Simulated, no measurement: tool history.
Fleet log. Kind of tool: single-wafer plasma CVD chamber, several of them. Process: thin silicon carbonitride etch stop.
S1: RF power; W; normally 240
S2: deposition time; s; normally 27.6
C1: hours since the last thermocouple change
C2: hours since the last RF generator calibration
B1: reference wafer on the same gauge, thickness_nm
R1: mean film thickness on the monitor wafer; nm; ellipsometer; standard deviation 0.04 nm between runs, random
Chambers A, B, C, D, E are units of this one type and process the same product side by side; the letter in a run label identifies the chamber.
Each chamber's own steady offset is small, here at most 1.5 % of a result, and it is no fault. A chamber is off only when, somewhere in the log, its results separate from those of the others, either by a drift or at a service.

run 1C hour=7.3 | S1=240 S2=27.6 | C1=599.8 C2=662.7 | B1=15.807 | R1=16.894
-- hour=9.9 chamber A: thermocouple changed; heater temperature recalibrated
run 2A hour=13.4 | S1=240 S2=27.6 | C1=3.6 C2=727.6 | B1=15.803 | R1=16.704
run 3D hour=20.2 | S1=240 S2=27.6 | C1=2163.8 C2=58.9 | B1=15.805 | R1=16.554
run 4E hour=25.6 | S1=240 S2=27.6 | C1=1206.7 C2=348.4 | B1=15.789 | R1=16.574
run 5B hour=31.3 | S1=260 S2=27.6 | C1=784.9 C2=676.4 | B1=15.814 | R1=17.129
run 6E hour=38.7 | S1=260 S2=27.6 | C1=1219.8 C2=361.5 | B1=15.803 | R1=16.963
run 7A hour=45.4 | S1=260 S2=27.6 | C1=35.6 C2=759.6 | B1=15.802 | R1=16.993
run 8B hour=53.4 | S1=260 S2=27.6 | C1=807 C2=698.5 | B1=15.795 | R1=17.14
run 9C hour=59.2 | S1=260 S2=27.6 | C1=651.7 C2=714.6 | B1=15.794 | R1=17.248
run 10D hour=64.5 | S1=240 S2=27.6 | C1=2208.1 C2=103.2 | B1=15.809 | R1=16.509
run 11D hour=69 | S1=240 S2=27.6 | C1=2212.6 C2=107.7 | B1=15.804 | R1=16.513
run 12E hour=76.9 | S1=240 S2=27.6 | C1=1258 C2=399.7 | B1=15.803 | R1=16.561
run 13C hour=82.8 | S1=240 S2=27.6 | C1=675.3 C2=738.2 | B1=15.804 | R1=16.798
run 14B hour=90.7 | S1=240 S2=27.6 | C1=844.3 C2=735.8 | B1=15.796 | R1=16.677
run 15A hour=98 | S1=215 S2=27.6 | C1=88.2 C2=812.2 | B1=15.799 | R1=16.074
run 16A hour=104.7 | S1=215 S2=27.6 | C1=94.9 C2=818.9 | B1=15.805 | R1=16.176
run 17D hour=112.7 | S1=215 S2=27.6 | C1=2256.3 C2=151.4 | B1=15.792 | R1=16.032
run 18E hour=121 | S1=215 S2=27.6 | C1=1302.1 C2=443.8 | B1=15.807 | R1=16.086
run 19B hour=125.5 | S1=215 S2=27.6 | C1=879.1 C2=770.6 | B1=15.806 | R1=16.136
run 20C hour=129.8 | S1=240 S2=27.6 | C1=722.3 C2=785.2 | B1=15.797 | R1=16.863
run 21C hour=136.8 | S1=240 S2=27.6 | C1=729.3 C2=792.2 | B1=15.794 | R1=16.816
run 22B hour=140.6 | S1=240 S2=24.3 | C1=894.2 C2=785.7 | B1=15.795 | R1=14.685
run 23A hour=145.9 | S1=240 S2=24.3 | C1=136.1 C2=860.1 | B1=15.805 | R1=14.681
run 24D hour=154.3 | S1=240 S2=24.3 | C1=2297.9 C2=193 | B1=15.803 | R1=14.553
run 25E hour=158.3 | S1=240 S2=24.3 | C1=1339.4 C2=481.1 | B1=15.801 | R1=14.56
run 26B hour=165.5 | S1=240 S2=24.3 | C1=919.1 C2=810.6 | B1=15.797 | R1=14.775
-- hour=168.7 chamber E: thermocouple changed; heater temperature recalibrated
run 27A hour=170.5 | S1=240 S2=27.6 | C1=160.7 C2=884.7 | B1=15.802 | R1=16.695
run 28E hour=174.4 | S1=240 S2=27.6 | C1=5.7 C2=497.2 | B1=15.802 | R1=16.594
run 29D hour=179.2 | S1=240 S2=27.6 | C1=2322.8 C2=217.9 | B1=15.803 | R1=16.554
run 30C hour=187.7 | S1=240 S2=27.6 | C1=780.2 C2=843.1 | B1=15.801 | R1=16.83
run 31B hour=192 | S1=240 S2=27.6 | C1=945.6 C2=837.1 | B1=15.804 | R1=16.81
run 32A hour=198.8 | S1=275 S2=29.3 | C1=189 C2=913 | B1=15.794 | R1=18.454
run 33D hour=206.2 | S1=275 S2=29.3 | C1=2349.8 C2=244.9 | B1=15.796 | R1=18.311
run 34C hour=214.1 | S1=275 S2=29.3 | C1=806.6 C2=869.5 | B1=15.803 | R1=18.695
run 35E hour=220.2 | S1=275 S2=29.3 | C1=51.5 C2=543 | B1=15.803 | R1=18.281
run 36E hour=227.1 | S1=275 S2=29.3 | C1=58.4 C2=549.9 | B1=15.798 | R1=18.357
run 37B hour=235.1 | S1=285 S2=23.2 | C1=988.7 C2=880.2 | B1=15.793 | R1=14.8

All 5 chambers run these settings next. Forecast each chamber's results:
run 38A hour=241.2 | S1=240 S2=27.6 | R1=?
run 38B hour=241.2 | S1=240 S2=27.6 | R1=?
run 38C hour=241.2 | S1=240 S2=27.6 | R1=?
run 38D hour=241.2 | S1=240 S2=27.6 | R1=?
run 38E hour=241.2 | S1=240 S2=27.6 | R1=?

run=38A R1=16.633
run=38B R1=16.75
run=38C R1=16.812
run=38D R1=16.57
run=38E R1=16.625

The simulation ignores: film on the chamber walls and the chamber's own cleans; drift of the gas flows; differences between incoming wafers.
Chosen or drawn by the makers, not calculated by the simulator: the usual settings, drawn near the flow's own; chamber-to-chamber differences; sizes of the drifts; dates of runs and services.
